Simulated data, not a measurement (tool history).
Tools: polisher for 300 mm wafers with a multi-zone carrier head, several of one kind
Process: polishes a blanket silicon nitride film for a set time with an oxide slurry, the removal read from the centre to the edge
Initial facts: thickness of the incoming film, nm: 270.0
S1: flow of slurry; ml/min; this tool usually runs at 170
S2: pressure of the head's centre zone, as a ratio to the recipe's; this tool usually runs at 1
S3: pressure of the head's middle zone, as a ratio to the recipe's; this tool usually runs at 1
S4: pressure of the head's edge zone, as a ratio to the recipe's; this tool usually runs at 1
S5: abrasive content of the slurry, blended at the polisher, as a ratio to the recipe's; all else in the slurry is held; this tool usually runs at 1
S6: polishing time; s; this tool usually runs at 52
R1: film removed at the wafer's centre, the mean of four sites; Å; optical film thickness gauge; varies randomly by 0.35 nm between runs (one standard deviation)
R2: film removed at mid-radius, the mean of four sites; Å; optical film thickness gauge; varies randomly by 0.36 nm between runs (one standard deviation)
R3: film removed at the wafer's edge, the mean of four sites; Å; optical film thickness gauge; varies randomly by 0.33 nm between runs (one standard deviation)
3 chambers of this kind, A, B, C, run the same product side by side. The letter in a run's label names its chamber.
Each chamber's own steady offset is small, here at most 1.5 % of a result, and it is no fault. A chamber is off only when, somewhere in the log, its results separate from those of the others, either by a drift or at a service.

-- hour=1.8 chamber A: worn pad replaced by a new one
run 1C hour=4.3 | S1=170 S2=1 S3=1 S4=1 S5=1 S6=52 | R1=503.81 R2=499.99 R3=503.21
run 2A hour=8.4 | S1=170 S2=1 S3=1 S4=1 S5=1 S6=52 | R1=506.82 R2=503.7 R3=503.78
run 3B hour=12.7 | S1=170 S2=1 S3=1 S4=1 S5=1 S6=52 | R1=501.65 R2=501.04 R3=500.68
run 4A hour=16.7 | S1=170 S2=1 S3=1 S4=1 S5=1 S6=52 | R1=499.88 R2=502.87 R3=498.18
run 5B hour=19.4 | S1=170 S2=1 S3=1 S4=1 S5=1 S6=52 | R1=504.62 R2=495.76 R3=499.14
run 6C hour=25.3 | S1=170 S2=1 S3=1 S4=1 S5=1 S6=52 | R1=501.38 R2=499.26 R3=498.7
run 7A hour=28.9 | S1=170 S2=1 S3=1 S4=1 S5=1 S6=52 | R1=506.16 R2=497.34 R3=500.58
run 8C hour=33.1 | S1=170 S2=1 S3=1 S4=1 S5=1 S6=52 | R1=507.71 R2=502.79 R3=500.79
run 9B hour=36.2 | S1=170 S2=1 S3=1 S4=1 S5=1 S6=52 | R1=501.26 R2=502.07 R3=499.95
-- hour=37.1 chamber C: slurry nozzle cleaned
run 10B hour=38.8 | S1=170 S2=1 S3=1 S4=1 S5=1 S6=52 | R1=503.2 R2=510.46 R3=500.28
-- hour=40.2 chamber C: worn pad replaced by a new one
run 11A hour=42.5 | S1=170 S2=1 S3=1 S4=1 S5=1 S6=52 | R1=504.66 R2=499.47 R3=496.18
run 12C hour=46.1 | S1=150 S2=0.95 S3=1 S4=1 S5=1 S6=52 | R1=474 R2=490.58 R3=496.58
run 13B hour=49.8 | S1=150 S2=0.95 S3=1 S4=1 S5=1 S6=52 | R1=457.72 R2=487.14 R3=486.06
run 14C hour=54.3 | S1=150 S2=0.95 S3=1 S4=1 S5=1 S6=52 | R1=466.24 R2=488.34 R3=501.25
run 15A hour=57.2 | S1=170 S2=1 S3=1 S4=1 S5=1 S6=52 | R1=501.89 R2=498.37 R3=496.8
run 16B hour=62.9 | S1=170 S2=1 S3=1 S4=1 S5=1 S6=52 | R1=496.83 R2=509.02 R3=499.85
-- hour=66.4 chamber B: worn pad replaced by a new one
-- hour=68.2 chamber C: edge zone pressure recalibrated
run 17A hour=68.8 | S1=170 S2=1 S3=1 S4=1 S5=1 S6=52 | R1=498.67 R2=500.82 R3=493.29
run 18C hour=72 | S1=170 S2=1 S3=1 S4=1 S5=1 S6=52 | R1=502.83 R2=495.63 R3=501.5
run 19C hour=76.4 | S1=170 S2=1 S3=1 S4=1 S5=1 S6=52 | R1=505.99 R2=502.3 R3=512.33
run 20A hour=80.1 | S1=170 S2=1 S3=1 S4=1 S5=1 S6=52 | R1=501.52 R2=497.97 R3=496.56
run 21B hour=83.8 | S1=170 S2=1 S3=1 S4=1 S5=1 S6=52 | R1=502.49 R2=497.43 R3=500.67
run 22C hour=89.2 | S1=170 S2=1 S3=1 S4=1 S5=1 S6=52 | R1=508.34 R2=503.42 R3=507.5
run 23A hour=94.5 | S1=170 S2=1 S3=1 S4=1 S5=1 S6=52 | R1=501.07 R2=499.63 R3=493.91

One chamber off, gauge drift, or nothing amiss beyond the chambers' own small offsets? If it is a chamber, which one, and what is the likeliest cause?

The fleet is healthy, with each chamber sitting at its usual small offset and no drift in the gauge.

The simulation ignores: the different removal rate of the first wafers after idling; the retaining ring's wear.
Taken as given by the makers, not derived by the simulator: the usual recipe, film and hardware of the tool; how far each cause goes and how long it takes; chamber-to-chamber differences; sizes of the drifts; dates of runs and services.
